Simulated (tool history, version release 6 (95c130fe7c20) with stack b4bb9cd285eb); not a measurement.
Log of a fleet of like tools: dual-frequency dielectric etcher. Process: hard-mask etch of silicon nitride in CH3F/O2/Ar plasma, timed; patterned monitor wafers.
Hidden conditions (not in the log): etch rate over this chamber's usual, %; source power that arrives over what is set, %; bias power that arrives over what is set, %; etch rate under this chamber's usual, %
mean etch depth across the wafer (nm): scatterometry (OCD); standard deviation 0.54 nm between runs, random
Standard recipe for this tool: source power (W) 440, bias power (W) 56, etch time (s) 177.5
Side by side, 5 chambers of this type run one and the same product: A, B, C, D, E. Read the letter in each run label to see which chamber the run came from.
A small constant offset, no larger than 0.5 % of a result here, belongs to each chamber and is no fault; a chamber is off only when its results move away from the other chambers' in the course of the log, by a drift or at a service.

run    day  source power (W)  bias power (W)  etch time (s)  hours since the last wet clean  hours since the last source power generator calibration  hours since the last bias power generator calibration  read-back reference wafer on the same gauge, depth_nm  mean etch depth across the wafer (nm)
 1D  0.262               440              56          177.5                           585.7                                                   1254.2                                                  538.3                                                 118.83                                 117.89
 2C  0.471               440              56          177.5                           219.4                                                    533.7                                                 2623.7                                                 118.95                                 118.41
 3A  0.862               440              56          177.5                           346.7                                                   1250.6                                                 1954.8                                                 118.96                                 119.56
 4B  1.058               440              56          177.5                             338                                                   2231.8                                                  344.2                                                 118.81                                 117.27
 5E  1.358               440              56          177.5                           534.4                                                   1321.5                                                 1812.1                                                 119.08                                 117.79
 6D  1.758               440              56          177.5                           621.6                                                   1290.1                                                  574.2                                                 118.96                                 117.34
     1.821  -- chamber D: wet clean of the chamber
 7B  2.104               440              64          177.5                           363.1                                                   2256.9                                                  369.3                                                  119.1                                 123.09
 8A  2.317               440              64          177.5                           381.6                                                   1285.5                                                 1989.7                                                 119.07                                 123.91
     2.392  -- chamber A: wet clean of the chamber
 9E  2.638               440              64          177.5                           565.1                                                   1352.2                                                 1842.8                                                 119.06                                 123.25
10C    2.9               440              64          177.5                           277.7                                                      592                                                   2682                                                 118.98                                 123.53
11C  3.167               440              64          177.5                           284.1                                                    598.4                                                 2688.4                                                 119.08                                 123.69
12B  3.483               440              56          177.5                           396.2                                                     2290                                                  402.4                                                 119.08                                 118.43
13E  3.879               440              56          177.5                           594.9                                                     1382                                                 1872.6                                                 118.97                                 118.61
     3.975  -- chamber E: wet clean of the chamber
14A  4.092               440              56          177.5                            40.9                                                   1328.1                                                 2032.3                                                 118.95                                  118.9
15D  4.275               440              56          177.5                            58.9                                                   1350.5                                                  634.6                                                 118.94                                 118.14
16C  4.533               440              56          177.5                           316.9                                                    631.2                                                 2721.2                                                 119.05                                 117.57
17E  4.829               520              56            217                            20.5                                                   1404.8                                                 1895.4                                                 118.95                                 154.82
18A  5.121               520              56            217                            65.6                                                   1352.8                                                   2057                                                 119.12                                 155.57
19B  5.304               520              56            217                           439.9                                                   2333.7                                                  446.1                                                 118.94                                 152.72
20D  5.554               520              56            217                            89.6                                                   1381.2                                                  665.3                                                 118.93                                 153.68
21C  5.921               520              56            217                           350.2                                                    664.5                                                 2754.5                                                 119.14                                 153.36
22B  6.221               440              56          177.5                           461.9                                                   2355.7                                                  468.1                                                 119.01                                 118.02
23A  6.542               440              56          177.5                            99.7                                                   1386.9                                                 2091.1                                                 119.08                                 119.31
24E  6.883               360              56          177.5                            69.8                                                   1454.1                                                 1944.7                                                 118.84                                 108.81
25D  7.204               360              56          177.5                           129.2                                                   1420.8                                                  704.9                                                 118.99                                 109.11
26C  7.408               360              56          177.5                           385.9                                                    700.2                                                 2790.2                                                 119.11                                 109.93
27E  7.671               360              56          177.5                            88.7                                                     1473                                                 1963.6                                                 119.03                                 109.23
28B  7.871               360              56          177.5                           501.5                                                   2395.3                                                  507.7                                                 119.09                                 109.42
29D  8.129               440              56          177.5                           151.4                                                     1443                                                  727.1                                                 119.07                                 118.62
30A  8.454               440              56          177.5                           145.6                                                   1432.8                                                   2137                                                 118.83                                 118.89

Is one chamber out of step, is the gauge drifting, or do the chambers differ by no more than their own small offsets? For an off chamber, give its letter and the likeliest cause.

No chamber stands off beyond its own small offset, and the gauge holds steady.

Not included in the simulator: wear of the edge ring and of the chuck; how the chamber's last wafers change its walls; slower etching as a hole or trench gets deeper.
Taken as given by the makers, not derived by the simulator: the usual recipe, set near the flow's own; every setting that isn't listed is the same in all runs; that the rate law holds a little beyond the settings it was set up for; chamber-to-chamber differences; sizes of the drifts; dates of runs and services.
